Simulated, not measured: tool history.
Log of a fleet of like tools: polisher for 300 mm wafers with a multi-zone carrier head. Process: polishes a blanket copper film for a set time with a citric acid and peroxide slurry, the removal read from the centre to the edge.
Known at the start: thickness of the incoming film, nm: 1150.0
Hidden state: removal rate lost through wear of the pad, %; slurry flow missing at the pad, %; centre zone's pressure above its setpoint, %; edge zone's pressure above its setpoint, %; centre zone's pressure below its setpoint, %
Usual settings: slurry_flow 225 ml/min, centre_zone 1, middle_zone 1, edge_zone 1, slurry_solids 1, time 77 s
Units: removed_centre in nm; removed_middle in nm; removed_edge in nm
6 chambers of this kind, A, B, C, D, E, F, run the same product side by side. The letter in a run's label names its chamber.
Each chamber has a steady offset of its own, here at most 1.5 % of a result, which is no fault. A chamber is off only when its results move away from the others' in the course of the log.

run,hour,slurry_flow,centre_zone,middle_zone,edge_zone,slurry_solids,time,wafers polished on this pad,hours since the slurry nozzle was cleaned,hours since the centre zone pressure was calibrated,hours since the edge zone pressure was calibrated,removed_centre,removed_middle,removed_edge
# hour 3.4: chamber C: worn pad replaced by a new one
# hour 7.6: chamber B: worn pad replaced by a new one
1F,8.6,225,1,1,1,1,77,819,153.4,99.6,154.4,214.46,217.48,217.38
# hour 11.8: chamber F: worn pad replaced by a new one
2E,15.2,225,1,1,1,1,77,741,294.3,84.4,203.8,219.58,214.5,221.23
3A,23.1,225,1,1,1,1,77,672,122.2,472.9,351.9,220.61,217.29,214.43
# hour 23.3: chamber E: worn pad replaced by a new one
4C,30.2,225,1,1,1,1,77,292,422.5,205.9,302.4,214.92,218.38,219.22
# hour 39.6: chamber D: worn pad replaced by a new one
5B,39.6,225,1,1,1,1,77,349,199.3,498.3,264.3,218.39,216.29,218.9
6D,47.1,225,1,1,1,1,77,81,161,1004.8,718.2,221.26,215.23,215.97
7C,53.4,225,1,1,1,1,77,546,445.7,229.1,325.6,218.89,217.06,216.95
8E,62.5,225,1,1,1,1,77,428,341.6,131.7,251.1,218.58,215.29,217.08
9B,69.4,225,1,1,1,1,77,675,229.1,528.1,294.1,217.22,217.68,219.35
# hour 74.5: chamber C: worn pad replaced by a new one
10A,80.8,225,1,1,1,1,77,1302,179.9,530.6,409.6,219.09,217.3,210.54
# hour 85.8: chamber E: worn pad replaced by a new one
# hour 86.6: chamber A: worn pad replaced by a new one
# hour 87.3: chamber F: worn pad replaced by a new one
11F,92.1,225,1,1,1,1,77,53,236.9,183.1,237.9,214.39,216.82,218.64
# hour 96.7: chamber E: slurry nozzle cleaned
12D,100.7,225,1,1,1,1,77,667,214.6,1058.4,771.8,218.73,214.43,214.07
13C,108.1,225,1,1,1,1,77,367,500.4,283.8,380.3,215.24,216.75,216.16
# hour 116.4: chamber F: slurry nozzle cleaned
# hour 116.6: chamber B: worn pad replaced by a new one
14A,120.1,225,1,1,1,1,77,366,219.2,569.9,448.9,218.7,215.36,213.81
# hour 122.2: chamber D: worn pad replaced by a new one
15D,129.3,225,1,1,1,1,77,78,243.2,1087,800.4,221.49,216.2,214.96
16E,136.6,225,1,1,1,1,77,555,39.9,205.8,325.2,219.27,215.6,213.28
# hour 136.7: chamber D: edge zone pressure recalibrated
# hour 137.5: chamber D: centre zone pressure recalibrated
# hour 143.1: chamber C: worn pad replaced by a new one
# hour 145.6: chamber D: slurry nozzle cleaned
17B,148.6,225,1,1,1,1,77,350,308.3,607.3,373.3,216.5,216.73,215.38
# hour 149.1: chamber F: worn pad replaced by a new one
18F,155,225,1.05,1,1,0.75,77,64,38.6,246,300.8,209.68,203.81,206.06
# hour 160.4: chamber E: worn pad replaced by a new one
19D,161,225,1.05,1,1,0.75,77,424,15.4,23.5,24.4,232.14,202.68,199.39
20A,170.7,225,1.05,1,1,0.75,77,918,269.8,620.5,499.5,219.08,204.47,202.83
21F,180.7,225,1.05,1,1,0.75,77,345,64.3,271.7,326.5,211.56,200.21,208.29
# hour 180.8: chamber A: slurry nozzle cleaned
# hour 181: chamber A: worn pad replaced by a new one
22C,187.1,225,1.05,1,1,0.75,77,480,579.4,362.8,459.3,217.07,204.21,199.04
23E,198,225,1.05,1,1,0.75,77,410,101.3,267.2,386.6,218.66,206.12,199.42
# hour 203.8: chamber D: worn pad replaced by a new one
24B,207,225,1,1,1,1,77,988,366.7,665.7,431.7,216.46,216.59,218.36
# hour 210.1: chamber C: worn pad replaced by a new one
25A,212.8,225,1,1,1,1,77,348,32,662.6,541.6,219.68,218.06,218.41
# hour 224.5: chamber F: worn pad replaced by a new one
26E,225.7,225,1,1,1,1,77,713,129,294.9,414.3,221.87,214.75,216.74
27C,231.7,225,1,1,1,1,77,237,624,407.4,503.9,217.41,215.77,217.22
# hour 233.8: chamber E: worn pad replaced by a new one
28B,239.6,225,1,1,1,1,77,1344,399.3,698.3,464.3,214.08,216.34,215.95
# hour 247.3: chamber B: slurry nozzle cleaned
29D,252.6,225,1,1,1,1,77,533,107,115.1,116,236.37,215.51,219.28
# hour 256.7: chamber B: worn pad replaced by a new one
30F,263.1,225,1,1,1,1,77,422,146.7,354.1,408.9,215.59,218.89,215.51
31C,274.9,295,1,1,1,1,77,708,667.2,450.6,547.1,220.69,221.11,224.67
# hour 276.1: chamber C: worn pad replaced by a new one
# hour 276.6: chamber A: worn pad replaced by a new one
# hour 284.1: chamber D: worn pad replaced by a new one
32D,288.1,295,1,1,1,1,77,44,142.5,150.6,151.5,239.38,220.63,222.09
# hour 298.3: chamber F: worn pad replaced by a new one
33A,299.3,295,1,1,1,1,77,248,118.5,749.1,628.1,225,223.57,217.8
# hour 303.6: chamber E: worn pad replaced by a new one
34B,308.4,295,1,1,1,1,77,565,61.2,767.1,533.1,223.07,224.5,219.45
35F,318.7,295,1,1,1,1,77,222,202.3,409.7,464.5,223.71,225.61,227.36
36E,327.8,295,1,1,1,1,77,265,231.1,397,516.4,230.85,219.98,223.52
37C,334.2,225,1,1,1,1,77,635,726.5,509.9,606.4,216.77,214.47,213.84
38F,347.5,225,1,1,1,1,77,537,231.1,438.5,493.3,214.18,212.65,210.52

All 6 chambers run these settings next. Forecast each chamber's results:
39A,357.1,225,1,1,1,1,77,,,,,?,?,?
39B,357.1,225,1,1,1,1,77,,,,,?,?,?
39C,357.1,225,1,1,1,1,77,,,,,?,?,?
39D,357.1,225,1,1,1,1,77,,,,,?,?,?
39E,357.1,225,1,1,1,1,77,,,,,?,?,?
39F,357.1,225,1,1,1,1,77,,,,,?,?,?

run,removed_centre,removed_middle,removed_edge
39A,220.87,218.64,216.52
39B,216.36,216.88,215.48
39C,217.1,218.29,214.45
39D,228.26,215.24,215.18
39E,221.7,215.24,219.5
39F,213.11,216.16,218.35

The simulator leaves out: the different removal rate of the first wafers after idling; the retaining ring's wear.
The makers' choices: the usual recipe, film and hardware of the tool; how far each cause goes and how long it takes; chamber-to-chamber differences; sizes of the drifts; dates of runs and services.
